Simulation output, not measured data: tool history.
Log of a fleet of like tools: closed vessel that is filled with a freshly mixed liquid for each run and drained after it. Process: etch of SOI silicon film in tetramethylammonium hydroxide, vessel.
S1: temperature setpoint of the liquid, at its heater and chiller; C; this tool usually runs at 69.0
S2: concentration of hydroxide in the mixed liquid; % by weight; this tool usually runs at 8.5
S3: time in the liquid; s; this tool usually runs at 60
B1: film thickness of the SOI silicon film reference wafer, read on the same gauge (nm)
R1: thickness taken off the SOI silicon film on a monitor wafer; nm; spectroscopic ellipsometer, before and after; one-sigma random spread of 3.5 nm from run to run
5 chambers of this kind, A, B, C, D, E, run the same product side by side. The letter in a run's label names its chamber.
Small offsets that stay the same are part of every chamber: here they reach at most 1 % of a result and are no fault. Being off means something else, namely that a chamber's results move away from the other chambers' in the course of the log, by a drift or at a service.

Run 1D, hour 8.6: usual settings; B1 130.06. Result: R1 429.04 nm.
Run 2E, hour 14.5: usual settings; B1 130.01. Result: R1 427.89 nm.
Run 3C, hour 22.8: usual settings; B1 130.00. Result: R1 423.21 nm.
Run 4B, hour 33.1: usual settings; B1 130.02. Result: R1 423.34 nm.
Run 5A, hour 41.9: usual settings; B1 130.00. Result: R1 415.90 nm.
Run 6E, hour 52.5: usual settings; B1 130.01. Result: R1 426.63 nm.
Run 7C, hour 60.8: usual settings; B1 130.01. Result: R1 420.83 nm.
Run 8B, hour 69.8: usual settings; B1 130.01. Result: R1 423.83 nm.
Run 9D, hour 81.7: usual settings; B1 129.99. Result: R1 421.41 nm.
Run 10A, hour 93.9: usual settings; B1 129.98. Result: R1 418.20 nm.
Run 11B, hour 105.3: usual settings; B1 130.00. Result: R1 428.56 nm.
Run 12A, hour 113.6: usual settings; B1 129.98. Result: R1 419.63 nm.
Run 13E, hour 124.2: usual settings but S1 62.0 C; B1 130.02. Result: R1 281.80 nm.
Run 14C, hour 131.0: usual settings but S1 62.0 C; B1 129.97. Result: R1 281.13 nm.
Run 15D, hour 138.4: usual settings but S1 62.0 C; B1 130.00. Result: R1 277.88 nm.
Run 16E, hour 145.5: usual settings but S1 62.0 C; B1 130.06. Result: R1 279.11 nm.
Run 17D, hour 156.0: usual settings but S1 62.0 C; B1 129.99. Result: R1 275.28 nm.
Run 18C, hour 162.1: usual settings; B1 130.02. Result: R1 441.30 nm.
Run 19A, hour 169.4: usual settings; B1 129.99. Result: R1 413.99 nm.
Run 20B, hour 175.3: usual settings; B1 129.98. Result: R1 422.84 nm.
Run 21A, hour 188.3: usual settings; B1 129.99. Result: R1 419.88 nm.
Run 22E, hour 196.5: usual settings; B1 129.99. Result: R1 424.58 nm.
Run 23B, hour 204.8: usual settings but S1 74.5 C; B1 129.99. Result: R1 587.35 nm.
Run 24C, hour 212.2: usual settings but S1 74.5 C; B1 129.99. Result: R1 610.74 nm.
Run 25D, hour 225.0: usual settings but S1 74.5 C; B1 129.97. Result: R1 587.94 nm.
Run 26E, hour 235.8: usual settings but S1 74.5 C; B1 130.00. Result: R1 581.37 nm.
Run 27C, hour 247.7: usual settings but S1 74.5 C; B1 130.01. Result: R1 630.22 nm.
Run 28A, hour 256.9: usual settings but S1 65.0 C; B1 130.01. Result: R1 337.79 nm.
Run 29B, hour 264.5: usual settings but S1 65.0 C; B1 130.05. Result: R1 332.09 nm.
Run 30D, hour 275.5: usual settings but S1 65.0 C; B1 129.96. Result: R1 333.57 nm.
Run 31C, hour 288.8: usual settings but S1 65.0 C; B1 129.99. Result: R1 364.07 nm.
Run 32B, hour 301.3: usual settings but S1 65.0 C; B1 130.02. Result: R1 333.65 nm.
Run 33D, hour 312.3: usual settings; B1 129.99. Result: R1 425.51 nm.

Each of the 5 chambers runs these same settings next. Fill in every chamber's results:
Run 34A, hour 321.9: usual settings but S2 11.0 % by weight. Result: R1 ?.
Run 34B, hour 321.9: usual settings but S2 11.0 % by weight. Result: R1 ?.
Run 34C, hour 321.9: usual settings but S2 11.0 % by weight. Result: R1 ?.
Run 34D, hour 321.9: usual settings but S2 11.0 % by weight. Result: R1 ?.
Run 34E, hour 321.9: usual settings but S2 11.0 % by weight. Result: R1 ?.

run      R1
34A  384.43
34B  389.97
34C  439.03
34D  387.70
34E  394.29
